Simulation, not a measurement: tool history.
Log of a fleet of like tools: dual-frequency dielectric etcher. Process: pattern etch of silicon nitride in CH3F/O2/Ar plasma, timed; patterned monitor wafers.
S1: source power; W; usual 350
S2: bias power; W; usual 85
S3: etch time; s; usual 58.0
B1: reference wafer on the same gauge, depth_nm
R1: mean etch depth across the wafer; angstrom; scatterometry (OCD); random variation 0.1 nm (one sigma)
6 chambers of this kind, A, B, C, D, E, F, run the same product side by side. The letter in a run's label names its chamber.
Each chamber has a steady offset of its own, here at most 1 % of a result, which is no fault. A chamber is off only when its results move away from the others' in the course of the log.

| run | hour | S1 | S2 | S3 | B1 | R1 |
|---|---|---|---|---|---|---|
| 1D | 13.5 | 350 | 85 | 58.0 | 42.775 | 411.41 |
| 2C | 27.8 | 350 | 85 | 58.0 | 42.813 | 406.83 |
|  | 27.9 | chamber A: wet clean of the chamber |
| 3E | 38.9 | 350 | 85 | 58.0 | 42.782 | 412.63 |
|  | 45.4 | chamber D: wet clean of the chamber |
| 4A | 52.7 | 350 | 85 | 58.0 | 42.810 | 407.35 |
| 5F | 60.3 | 350 | 85 | 58.0 | 42.787 | 411.63 |
| 6B | 73.5 | 350 | 85 | 58.0 | 42.816 | 409.62 |
| 7B | 85.2 | 350 | 85 | 58.0 | 42.792 | 409.19 |
| 8E | 94.1 | 350 | 85 | 58.0 | 42.815 | 410.82 |
| 9D | 102.9 | 350 | 85 | 58.0 | 42.818 | 408.19 |
| 10F | 113.8 | 350 | 85 | 58.0 | 42.803 | 411.39 |
| 11C | 124.1 | 350 | 85 | 58.0 | 42.815 | 404.91 |
| 12A | 136.7 | 350 | 85 | 58.0 | 42.787 | 407.23 |
| 13B | 151.2 | 350 | 85 | 58.0 | 42.790 | 410.72 |
|  | 161.0 | chamber F: wet clean of the chamber |
| 14C | 163.1 | 350 | 96 | 69.5 | 42.799 | 509.14 |
| 15E | 171.2 | 350 | 96 | 69.5 | 42.804 | 514.16 |
| 16D | 182.4 | 350 | 96 | 69.5 | 42.803 | 514.88 |
| 17A | 191.9 | 350 | 96 | 69.5 | 42.819 | 509.39 |
| 18F | 199.1 | 350 | 96 | 69.5 | 42.786 | 515.74 |
| 19C | 213.6 | 350 | 96 | 69.5 | 42.818 | 505.76 |
|  | 220.8 | chamber D: source power generator calibrated |
| 20D | 225.7 | 350 | 85 | 58.0 | 42.787 | 410.01 |
| 21E | 237.4 | 350 | 85 | 58.0 | 42.786 | 410.71 |
|  | 238.9 | chamber E: wet clean of the chamber |
|  | 242.8 | chamber C: wet clean of the chamber |
| 22F | 247.0 | 350 | 85 | 58.0 | 42.840 | 411.22 |
|  | 250.5 | chamber B: wet clean of the chamber |
| 23B | 256.1 | 350 | 85 | 58.0 | 42.791 | 412.33 |
| 24A | 265.0 | 350 | 85 | 58.0 | 42.814 | 408.35 |
| 25A | 278.1 | 350 | 85 | 58.0 | 42.783 | 408.22 |
| 26E | 291.1 | 270 | 85 | 52.5 | 42.813 | 339.11 |
| 27B | 301.8 | 270 | 85 | 52.5 | 42.794 | 335.39 |
| 28D | 312.0 | 270 | 85 | 52.5 | 42.825 | 335.38 |
| 29F | 322.8 | 270 | 85 | 52.5 | 42.798 | 339.05 |
| 30C | 330.4 | 270 | 85 | 52.5 | 42.811 | 331.78 |
| 31C | 344.4 | 270 | 85 | 52.5 | 42.830 | 330.41 |
| 32E | 351.4 | 350 | 94 | 58.0 | 42.809 | 424.70 |
| 33B | 364.9 | 350 | 94 | 58.0 | 42.818 | 424.52 |
| 34D | 377.7 | 350 | 94 | 58.0 | 42.784 | 424.65 |
| 35A | 391.1 | 350 | 94 | 58.0 | 42.817 | 421.82 |
| 36F | 402.8 | 350 | 94 | 58.0 | 42.800 | 426.83 |
| 37E | 409.6 | 350 | 94 | 58.0 | 42.808 | 427.01 |
| 38C | 418.9 | 350 | 85 | 58.0 | 42.806 | 401.81 |
| 39F | 429.5 | 350 | 85 | 58.0 | 42.796 | 412.31 |
| 40B | 439.1 | 350 | 85 | 58.0 | 42.827 | 410.14 |
| 41A | 453.4 | 350 | 85 | 58.0 | 42.821 | 407.94 |
| 42D | 461.1 | 280 | 85 | 46.0 | 42.778 | 298.94 |
| 43D | 469.3 | 280 | 85 | 46.0 | 42.806 | 298.04 |

All 6 chambers run these settings next. Forecast each chamber's results:
| 44A | 480.0 | 350 | 85 | 58.0 |  | ? |
| 44B | 480.0 | 350 | 85 | 58.0 |  | ? |
| 44C | 480.0 | 350 | 85 | 58.0 |  | ? |
| 44D | 480.0 | 350 | 85 | 58.0 |  | ? |
| 44E | 480.0 | 350 | 85 | 58.0 |  | ? |
| 44F | 480.0 | 350 | 85 | 58.0 |  | ? |

| run | R1 |
|---|---|
| 44A | 406.82 |
| 44B | 408.82 |
| 44C | 400.77 |
| 44D | 411.59 |
| 44E | 409.36 |
| 44F | 412.47 |

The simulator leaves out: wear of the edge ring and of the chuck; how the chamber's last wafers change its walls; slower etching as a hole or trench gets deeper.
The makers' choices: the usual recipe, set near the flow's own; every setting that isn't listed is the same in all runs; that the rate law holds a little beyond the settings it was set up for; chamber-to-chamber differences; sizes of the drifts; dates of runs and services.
